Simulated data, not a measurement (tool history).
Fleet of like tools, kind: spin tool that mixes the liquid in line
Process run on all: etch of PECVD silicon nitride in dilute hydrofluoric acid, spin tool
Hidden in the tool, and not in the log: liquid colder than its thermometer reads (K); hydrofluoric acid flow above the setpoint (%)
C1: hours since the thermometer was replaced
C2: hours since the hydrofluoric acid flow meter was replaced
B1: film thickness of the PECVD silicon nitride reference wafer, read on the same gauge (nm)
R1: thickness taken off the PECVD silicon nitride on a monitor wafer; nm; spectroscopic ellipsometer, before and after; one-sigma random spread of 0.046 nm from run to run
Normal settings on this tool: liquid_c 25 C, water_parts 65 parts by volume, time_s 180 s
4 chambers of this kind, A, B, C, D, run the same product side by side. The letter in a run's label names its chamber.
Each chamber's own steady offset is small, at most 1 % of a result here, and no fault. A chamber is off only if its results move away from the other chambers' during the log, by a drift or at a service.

{"run": "1B", "hour": 8.8, "liquid_c": 25, "water_parts": 65, "time_s": 180, "C1": 652.0, "C2": 209.4, "B1": 79.997, "R1": 7.0592}
{"run": "2D", "hour": 16.8, "liquid_c": 25, "water_parts": 65, "time_s": 180, "C1": 695.0, "C2": 153.8, "B1": 80.008, "R1": 6.8699}
{"run": "3C", "hour": 26.6, "liquid_c": 25, "water_parts": 65, "time_s": 180, "C1": 518.7, "C2": 838.6, "B1": 80.031, "R1": 6.8603}
{"run": "4A", "hour": 32.9, "liquid_c": 25, "water_parts": 65, "time_s": 180, "C1": 425.3, "C2": 301.4, "B1": 79.997, "R1": 6.9207}
{"run": "5A", "hour": 41.9, "liquid_c": 25, "water_parts": 65, "time_s": 180, "C1": 434.3, "C2": 310.4, "B1": 79.994, "R1": 6.8791}
{"hour": 52.9, "done": "chamber C: hydrofluoric acid flow meter replaced"}
{"run": "6B", "hour": 54.2, "liquid_c": 25, "water_parts": 65, "time_s": 180, "C1": 697.4, "C2": 254.8, "B1": 79.993, "R1": 6.9938}
{"run": "7C", "hour": 62.2, "liquid_c": 25, "water_parts": 65, "time_s": 180, "C1": 554.3, "C2": 9.4, "B1": 79.988, "R1": 6.769}
{"run": "8D", "hour": 71.2, "liquid_c": 25, "water_parts": 65, "time_s": 180, "C1": 749.4, "C2": 208.2, "B1": 79.998, "R1": 6.8855}
{"run": "9C", "hour": 78.7, "liquid_c": 25, "water_parts": 65, "time_s": 180, "C1": 570.8, "C2": 25.9, "B1": 80.004, "R1": 6.6814}
{"run": "10B", "hour": 87.4, "liquid_c": 25, "water_parts": 65, "time_s": 180, "C1": 730.6, "C2": 288.0, "B1": 79.991, "R1": 7.0403}
{"run": "11A", "hour": 99.3, "liquid_c": 25, "water_parts": 65, "time_s": 180, "C1": 491.7, "C2": 367.8, "B1": 80.005, "R1": 6.9014}
{"run": "12D", "hour": 107.6, "liquid_c": 25, "water_parts": 65, "time_s": 180, "C1": 785.8, "C2": 244.6, "B1": 80.008, "R1": 6.9591}
{"hour": 108.4, "done": "chamber D: thermometer replaced"}
{"run": "13B", "hour": 114.5, "liquid_c": 25, "water_parts": 65, "time_s": 180, "C1": 757.7, "C2": 315.1, "B1": 79.996, "R1": 6.9881}
{"run": "14A", "hour": 127.4, "liquid_c": 25, "water_parts": 65, "time_s": 180, "C1": 519.8, "C2": 395.9, "B1": 80.013, "R1": 6.9291}
{"run": "15C", "hour": 140.4, "liquid_c": 25, "water_parts": 65, "time_s": 180, "C1": 632.5, "C2": 87.6, "B1": 80.001, "R1": 6.6405}
{"run": "16D", "hour": 147.1, "liquid_c": 25, "water_parts": 65, "time_s": 180, "C1": 38.8, "C2": 284.1, "B1": 79.987, "R1": 6.9787}
{"run": "17B", "hour": 158.9, "liquid_c": 25, "water_parts": 65, "time_s": 180, "C1": 802.1, "C2": 359.5, "B1": 79.985, "R1": 6.9764}
{"run": "18A", "hour": 171.0, "liquid_c": 25, "water_parts": 65, "time_s": 180, "C1": 563.4, "C2": 439.5, "B1": 79.983, "R1": 6.9272}
{"run": "19D", "hour": 180.0, "liquid_c": 25, "water_parts": 65, "time_s": 180, "C1": 71.7, "C2": 317.0, "B1": 80.017, "R1": 6.9673}
{"run": "20C", "hour": 190.6, "liquid_c": 25, "water_parts": 65, "time_s": 180, "C1": 682.7, "C2": 137.8, "B1": 79.974, "R1": 6.5221}
{"hour": 198.3, "done": "chamber A: hydrofluoric acid flow meter replaced"}
{"run": "21B", "hour": 201.6, "liquid_c": 25, "water_parts": 65, "time_s": 180, "C1": 844.8, "C2": 402.2, "B1": 79.987, "R1": 6.9831}
{"run": "22C", "hour": 209.9, "liquid_c": 25, "water_parts": 65, "time_s": 180, "C1": 702.0, "C2": 157.1, "B1": 80.001, "R1": 6.4923}
{"run": "23A", "hour": 217.3, "liquid_c": 25, "water_parts": 65, "time_s": 180, "C1": 609.7, "C2": 19.0, "B1": 80.017, "R1": 6.8997}
{"run": "24D", "hour": 224.1, "liquid_c": 25, "water_parts": 65, "time_s": 180, "C1": 115.8, "C2": 361.1, "B1": 80.007, "R1": 6.9259}
{"run": "25C", "hour": 232.7, "liquid_c": 25, "water_parts": 65, "time_s": 180, "C1": 724.8, "C2": 179.9, "B1": 80.008, "R1": 6.4105}
{"run": "26A", "hour": 238.8, "liquid_c": 25, "water_parts": 65, "time_s": 180, "C1": 631.2, "C2": 40.5, "B1": 80.009, "R1": 7.001}
{"run": "27B", "hour": 250.4, "liquid_c": 25, "water_parts": 65, "time_s": 180, "C1": 893.6, "C2": 451.0, "B1": 80.026, "R1": 6.8925}
{"run": "28D", "hour": 261.0, "liquid_c": 25, "water_parts": 65, "time_s": 180, "C1": 152.7, "C2": 398.0, "B1": 79.975, "R1": 6.8398}
{"run": "29C", "hour": 270.0, "liquid_c": 25, "water_parts": 65, "time_s": 180, "C1": 762.1, "C2": 217.2, "B1": 80.026, "R1": 6.3749}
{"run": "30B", "hour": 278.9, "liquid_c": 25, "water_parts": 65, "time_s": 180, "C1": 922.1, "C2": 479.5, "B1": 79.977, "R1": 6.9304}
{"run": "31D", "hour": 288.1, "liquid_c": 25, "water_parts": 65, "time_s": 180, "C1": 179.8, "C2": 425.1, "B1": 80.009, "R1": 6.8681}
{"run": "32A", "hour": 295.9, "liquid_c": 25, "water_parts": 65, "time_s": 95, "C1": 688.3, "C2": 97.6, "B1": 79.998, "R1": 3.6535}
{"run": "33D", "hour": 306.4, "liquid_c": 25, "water_parts": 65, "time_s": 95, "C1": 198.1, "C2": 443.4, "B1": 80.01, "R1": 3.638}

Next, all 4 chambers run the settings below, one line each with question marks for the results. What does each chamber give?
{"run": "34A", "hour": 316.1, "liquid_c": 22, "water_parts": 65, "time_s": 180, "R1": "?"}
{"run": "34B", "hour": 316.1, "liquid_c": 22, "water_parts": 65, "time_s": 180, "R1": "?"}
{"run": "34C", "hour": 316.1, "liquid_c": 22, "water_parts": 65, "time_s": 180, "R1": "?"}
{"run": "34D", "hour": 316.1, "liquid_c": 22, "water_parts": 65, "time_s": 180, "R1": "?"}

run=34A R1=5.6070
run=34B R1=5.7124
run=34C R1=5.1241
run=34D R1=5.6146
